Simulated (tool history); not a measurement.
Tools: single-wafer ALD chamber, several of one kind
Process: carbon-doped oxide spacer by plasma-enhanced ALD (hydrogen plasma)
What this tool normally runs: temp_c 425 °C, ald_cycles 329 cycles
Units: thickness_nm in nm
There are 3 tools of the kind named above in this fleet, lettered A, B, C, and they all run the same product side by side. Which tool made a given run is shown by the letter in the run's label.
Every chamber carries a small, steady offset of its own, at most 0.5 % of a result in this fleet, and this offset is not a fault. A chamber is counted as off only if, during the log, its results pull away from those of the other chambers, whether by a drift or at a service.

| run | hour | temp_c | ald_cycles | hours since the last thermocouple change | read-back reference wafer on the same gauge, thickness_nm | thickness_nm |
|---|---|---|---|---|---|---|
| 1C | 6.0 | 425 | 329 | 520.3 | 13.300 | 15.314 |
| 2B | 12.2 | 425 | 329 | 237.6 | 13.292 | 15.172 |
| 3A | 15.6 | 425 | 329 | 914.8 | 13.295 | 15.292 |
| 4B | 22.4 | 425 | 329 | 247.8 | 13.294 | 15.231 |
| 5A | 26.1 | 425 | 329 | 925.3 | 13.296 | 15.249 |
| 6C | 31.8 | 425 | 329 | 546.1 | 13.284 | 15.265 |
| 7A | 37.3 | 425 | 329 | 936.5 | 13.285 | 15.303 |
| 8C | 41.7 | 425 | 329 | 556.0 | 13.284 | 15.224 |
| 9B | 47.2 | 425 | 329 | 272.6 | 13.283 | 15.169 |
| 10B | 53.6 | 425 | 329 | 279.0 | 13.279 | 15.145 |
| 11A | 59.6 | 425 | 373 | 958.8 | 13.278 | 17.344 |
| 12C | 63.3 | 425 | 373 | 577.6 | 13.276 | 17.351 |
| 13B | 70.5 | 425 | 373 | 295.9 | 13.277 | 17.175 |
| 14A | 77.4 | 425 | 329 | 976.6 | 13.271 | 15.215 |
| 15C | 84.7 | 425 | 329 | 599.0 | 13.272 | 15.289 |
| 16A | 90.1 | 425 | 329 | 989.3 | 13.265 | 15.251 |
| 17C | 94.2 | 425 | 329 | 608.5 | 13.268 | 15.250 |
| 18B | 101.4 | 425 | 329 | 326.8 | 13.259 | 15.170 |
| 19C | 108.3 | 425 | 306 | 622.6 | 13.261 | 14.185 |
| 20B | 114.9 | 425 | 306 | 340.3 | 13.253 | 14.020 |
| 21A | 121.3 | 425 | 306 | 1020.5 | 13.257 | 14.184 |
| 22B | 128.5 | 425 | 329 | 353.9 | 13.254 | 15.155 |
| 23C | 132.3 | 425 | 329 | 646.6 | 13.248 | 15.230 |
| 24A | 138.6 | 425 | 329 | 1037.8 | 13.243 | 15.279 |
| 25C | 145.1 | 425 | 329 | 659.4 | 13.249 | 15.258 |
| 26A | 151.9 | 425 | 329 | 1051.1 | 13.247 | 15.207 |
| 27B | 157.2 | 425 | 329 | 382.6 | 13.238 | 15.081 |
| 28A | 162.6 | 425 | 329 | 1061.8 | 13.238 | 15.238 |
| 29B | 166.3 | 413 | 388 | 391.7 | 13.241 | 18.574 |
| 30C | 170.8 | 413 | 388 | 685.1 | 13.239 | 18.663 |
| 31A | 175.2 | 413 | 388 | 1074.4 | 13.233 | 18.674 |
| 32C | 182.7 | 425 | 329 | 697.0 | 13.228 | 15.236 |
| 33B | 189.1 | 425 | 329 | 414.5 | 13.232 | 15.123 |
| 34B | 196.6 | 425 | 329 | 422.0 | 13.228 | 15.069 |
| 35A | 202.1 | 425 | 329 | 1101.3 | 13.218 | 15.190 |
| 36C | 205.8 | 425 | 329 | 720.1 | 13.220 | 15.199 |
| 37B | 210.1 | 425 | 329 | 435.5 | 13.220 | 15.065 |
| 38A | 217.3 | 425 | 329 | 1116.5 | 13.221 | 15.213 |
| 39C | 222.4 | 425 | 329 | 736.7 | 13.222 | 15.171 |
| 40A | 226.6 | 430 | 274 | 1125.8 | 13.216 | 12.487 |
| 41B | 232.8 | 430 | 274 | 458.2 | 13.214 | 12.390 |
| 42C | 236.6 | 430 | 274 | 750.9 | 13.217 | 12.418 |
| 43B | 242.5 | 425 | 329 | 467.9 | 13.204 | 15.051 |

Does one chamber stand apart from the rest, does the shared gauge drift, or is all well apart from small per-chamber offsets? Give the chamber and the most likely cause, where there is one.

Every chamber seems to shift together because the gauge that measures them all drifts; the chambers themselves are fine.
Cause: gauge reads low (%) = 0.696.
